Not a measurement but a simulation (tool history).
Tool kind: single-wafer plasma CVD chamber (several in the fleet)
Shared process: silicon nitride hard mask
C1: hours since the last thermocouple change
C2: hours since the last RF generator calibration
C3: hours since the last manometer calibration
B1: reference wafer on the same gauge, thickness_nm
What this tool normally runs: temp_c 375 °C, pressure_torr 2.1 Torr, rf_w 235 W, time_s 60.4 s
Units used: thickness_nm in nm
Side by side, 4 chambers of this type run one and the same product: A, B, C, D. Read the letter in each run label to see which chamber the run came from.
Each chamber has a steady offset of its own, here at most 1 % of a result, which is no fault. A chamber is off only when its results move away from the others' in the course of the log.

run 1D hour=9.5 | temp_c=375 pressure_torr=2.1 rf_w=235 time_s=60.4 | C1=1459.9 C2=1443.6 C3=83.3 | B1=65.677 | thickness_nm=63.714
-- hour=21.6 chamber A: RF generator calibrated
run 2A hour=23.9 | temp_c=375 pressure_torr=2.1 rf_w=235 time_s=60.4 | C1=1213.1 C2=2.3 C3=243 | B1=65.762 | thickness_nm=63.486
run 3C hour=36.3 | temp_c=375 pressure_torr=2.1 rf_w=235 time_s=60.4 | C1=427.3 C2=816.9 C3=1880.2 | B1=65.751 | thickness_nm=63.919
run 4B hour=43.3 | temp_c=375 pressure_torr=2.1 rf_w=235 time_s=60.4 | C1=1088.4 C2=729.8 C3=825.1 | B1=65.714 | thickness_nm=63.471
run 5B hour=50.2 | temp_c=375 pressure_torr=2.1 rf_w=235 time_s=60.4 | C1=1095.3 C2=736.7 C3=832 | B1=65.717 | thickness_nm=63.929
run 6C hour=57.3 | temp_c=375 pressure_torr=2.1 rf_w=235 time_s=60.4 | C1=448.3 C2=837.9 C3=1901.2 | B1=65.725 | thickness_nm=63.55
run 7D hour=67.5 | temp_c=375 pressure_torr=2.1 rf_w=280 time_s=60.4 | C1=1517.9 C2=1501.6 C3=141.3 | B1=65.748 | thickness_nm=72.81
run 8A hour=79 | temp_c=375 pressure_torr=2.1 rf_w=280 time_s=60.4 | C1=1268.2 C2=57.4 C3=298.1 | B1=65.775 | thickness_nm=72.529
run 9B hour=87.8 | temp_c=375 pressure_torr=2.1 rf_w=280 time_s=60.4 | C1=1132.9 C2=774.3 C3=869.6 | B1=65.644 | thickness_nm=71.632
run 10A hour=96.7 | temp_c=375 pressure_torr=2.1 rf_w=280 time_s=60.4 | C1=1285.9 C2=75.1 C3=315.8 | B1=65.647 | thickness_nm=71.719
run 11C hour=110.5 | temp_c=375 pressure_torr=2.1 rf_w=235 time_s=60.4 | C1=501.5 C2=891.1 C3=1954.4 | B1=65.809 | thickness_nm=64.06
-- hour=118 chamber C: capacitance manometer re-zeroed and calibrated
run 12D hour=125.3 | temp_c=375 pressure_torr=2.1 rf_w=235 time_s=60.4 | C1=1575.7 C2=1559.4 C3=199.1 | B1=65.719 | thickness_nm=63.681
run 13D hour=133.4 | temp_c=375 pressure_torr=2.1 rf_w=235 time_s=60.4 | C1=1583.8 C2=1567.5 C3=207.2 | B1=65.728 | thickness_nm=64.382
run 14B hour=147.4 | temp_c=375 pressure_torr=2.1 rf_w=220 time_s=51.7 | C1=1192.5 C2=833.9 C3=929.2 | B1=65.794 | thickness_nm=52.475
run 15C hour=155.4 | temp_c=375 pressure_torr=2.1 rf_w=220 time_s=51.7 | C1=546.4 C2=936 C3=37.4 | B1=65.658 | thickness_nm=51.814
run 16A hour=166.7 | temp_c=375 pressure_torr=2.1 rf_w=220 time_s=51.7 | C1=1355.9 C2=145.1 C3=385.8 | B1=65.646 | thickness_nm=52.439
run 17A hour=178.9 | temp_c=375 pressure_torr=2.1 rf_w=220 time_s=51.7 | C1=1368.1 C2=157.3 C3=398 | B1=65.664 | thickness_nm=52.036
run 18D hour=193.8 | temp_c=375 pressure_torr=2.1 rf_w=235 time_s=60.4 | C1=1644.2 C2=1627.9 C3=267.6 | B1=65.718 | thickness_nm=64.098
run 19C hour=205.2 | temp_c=375 pressure_torr=2.1 rf_w=235 time_s=60.4 | C1=596.2 C2=985.8 C3=87.2 | B1=65.7 | thickness_nm=63.265
run 20B hour=216.1 | temp_c=375 pressure_torr=2.1 rf_w=235 time_s=60.4 | C1=1261.2 C2=902.6 C3=997.9 | B1=65.649 | thickness_nm=64.27
run 21B hour=223.1 | temp_c=386 pressure_torr=1.63 rf_w=235 time_s=60.4 | C1=1268.2 C2=909.6 C3=1004.9 | B1=65.727 | thickness_nm=59.365
run 22C hour=234.4 | temp_c=386 pressure_torr=1.63 rf_w=235 time_s=60.4 | C1=625.4 C2=1015 C3=116.4 | B1=65.772 | thickness_nm=59.298
run 23A hour=249.4 | temp_c=386 pressure_torr=1.63 rf_w=235 time_s=60.4 | C1=1438.6 C2=227.8 C3=468.5 | B1=65.773 | thickness_nm=59.339
run 24D hour=261.3 | temp_c=386 pressure_torr=1.63 rf_w=235 time_s=60.4 | C1=1711.7 C2=1695.4 C3=335.1 | B1=65.657 | thickness_nm=59.33
run 25D hour=274.3 | temp_c=375 pressure_torr=2.1 rf_w=235 time_s=60.4 | C1=1724.7 C2=1708.4 C3=348.1 | B1=65.682 | thickness_nm=64.223

Which is it: a chamber that has drifted or been left off by a service, a gauge drift common to all chambers, or only each chamber's usual small offset? If a chamber is off, name it and its likeliest cause.

No chamber stands off beyond its own small offset, and the gauge holds steady.

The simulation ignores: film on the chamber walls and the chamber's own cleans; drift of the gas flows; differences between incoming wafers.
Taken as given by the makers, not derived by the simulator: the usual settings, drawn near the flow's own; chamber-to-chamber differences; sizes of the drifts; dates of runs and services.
